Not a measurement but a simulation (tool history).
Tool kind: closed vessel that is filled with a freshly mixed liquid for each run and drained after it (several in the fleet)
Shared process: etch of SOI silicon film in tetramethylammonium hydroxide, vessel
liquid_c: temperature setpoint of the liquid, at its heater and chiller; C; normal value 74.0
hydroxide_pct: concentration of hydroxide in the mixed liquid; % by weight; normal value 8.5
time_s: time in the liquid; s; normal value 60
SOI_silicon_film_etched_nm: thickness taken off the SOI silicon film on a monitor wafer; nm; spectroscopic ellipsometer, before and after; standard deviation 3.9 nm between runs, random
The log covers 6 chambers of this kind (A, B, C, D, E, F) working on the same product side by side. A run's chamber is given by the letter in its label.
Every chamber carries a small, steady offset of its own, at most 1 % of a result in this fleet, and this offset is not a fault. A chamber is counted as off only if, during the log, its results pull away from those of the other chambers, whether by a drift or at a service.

run,hour,liquid_c,hydroxide_pct,time_s,hours since the thermometer was replaced,hours since the hydroxide flow meter was replaced,"read-back film thickness of the SOI silicon film reference wafer, read on the same gauge (nm)",SOI_silicon_film_etched_nm
1B,4.9,74.0,8.5,60,986.3,115.5,120.01,583.96
2E,14.1,74.0,8.5,60,1320.6,1371.0,119.99,594.01
3C,20.6,74.0,8.5,60,1618.7,579.0,120.01,593.63
4A,27.1,74.0,8.5,60,820.6,798.9,119.99,587.65
5D,35.9,74.0,8.5,60,1068.9,1054.3,119.98,589.99
6F,40.9,74.0,8.5,60,720.3,67.1,120.01,599.00
7B,48.0,74.0,8.5,60,1029.4,158.6,119.95,586.15
8D,54.5,74.0,8.5,60,1087.5,1072.9,119.99,597.21
9A,63.5,74.0,8.5,60,857.0,835.3,120.01,589.42
# hour 70.7: chamber D: hydroxide flow meter replaced
10C,73.6,74.0,8.5,60,1671.7,632.0,120.01,594.49
11E,82.3,74.0,8.5,60,1388.8,1439.2,120.02,590.14
# hour 85.5: chamber B: thermometer replaced
12F,93.2,74.0,9.5,60,772.6,119.4,119.99,568.97
13B,103.1,74.0,9.5,60,17.7,213.7,120.00,569.84
14F,109.3,74.0,9.5,60,788.7,135.5,120.04,574.86
15D,115.4,74.0,9.5,60,1148.4,44.8,120.01,568.81
16E,123.4,74.0,9.5,60,1429.9,1480.3,119.98,560.60
17A,129.3,74.0,9.5,60,922.8,901.1,119.94,566.86
18C,138.0,71.5,6.5,60,1736.1,696.4,119.99,556.07
19A,145.4,71.5,6.5,60,938.9,917.2,120.02,550.09
20D,151.7,71.5,6.5,60,1184.7,81.1,119.98,553.52
21F,159.1,71.5,6.5,60,838.5,185.3,119.98,557.05
22C,168.9,71.5,6.5,60,1767.0,727.3,120.03,546.94
# hour 169.7: chamber E: hydroxide flow meter replaced
23B,177.2,71.5,6.5,60,91.8,287.8,120.03,554.41
24E,183.9,74.0,8.5,60,1490.4,14.3,119.94,583.41
25E,190.7,74.0,10.0,60,1497.2,21.1,119.98,543.10
26F,198.0,74.0,10.0,60,877.4,224.2,119.97,564.53
27A,208.6,74.0,10.0,60,1002.1,980.4,119.96,552.49
28D,215.4,74.0,10.0,60,1248.4,144.8,119.98,555.66
29C,220.8,74.0,10.0,60,1818.9,779.2,120.01,556.66
30B,228.2,74.0,10.0,60,142.8,338.8,120.00,559.99
31B,236.5,74.0,8.5,60,151.1,347.1,120.04,593.42
32D,247.6,74.0,8.5,60,1280.6,177.0,119.97,589.11
33C,257.3,74.0,8.5,60,1855.4,815.7,120.00,595.66
34E,264.6,76.5,6.5,60,1571.1,95.0,120.01,689.04
35F,274.0,76.5,6.5,60,953.4,300.2,120.00,748.86
36A,283.3,76.5,6.5,60,1076.8,1055.1,119.97,733.20
37F,291.6,76.5,6.5,60,971.0,317.8,120.00,753.39
38E,298.0,76.5,6.5,60,1604.5,128.4,119.97,697.87
39C,303.5,76.5,6.5,60,1901.6,861.9,120.06,737.39
40B,313.0,69.5,8.5,60,227.6,423.6,119.98,455.52
41A,320.9,69.5,8.5,60,1114.4,1092.7,119.98,457.33

Is one chamber off against the others, does the gauge drift, or is nothing wrong? If a chamber is off, say which, and what the likeliest cause is.

It is chamber E that slowly wanders off from its peers.
Likeliest cause: liquid colder than its thermometer reads (K) = 1.23.

Here are 4 candidates for chamber E's next run, each the usual settings with a change, their results left as question marks. Which one brings its results back in line with what the others give on the usual settings?
Counts as in line when no further than this from what the other chambers average on the usual settings: SOI_silicon_film_etched_nm 13.00 nm
42E-1,329.0,74.5,8.5,60,,,,?
42E-2,329.0,74.0,10.0,60,,,,?
42E-3,329.0,73.5,8.5,60,,,,?
42E-4,329.0,74.0,6.5,60,,,,?

The mean the other chambers reach with the usual settings: SOI_silicon_film_etched_nm 592.78 nm
run,SOI_silicon_film_etched_nm
42E-1,568.36
42E-2,519.32
42E-3,536.77
42E-4,597.06
42E-4 is the one that brings the chamber's results back in line with the other chambers.
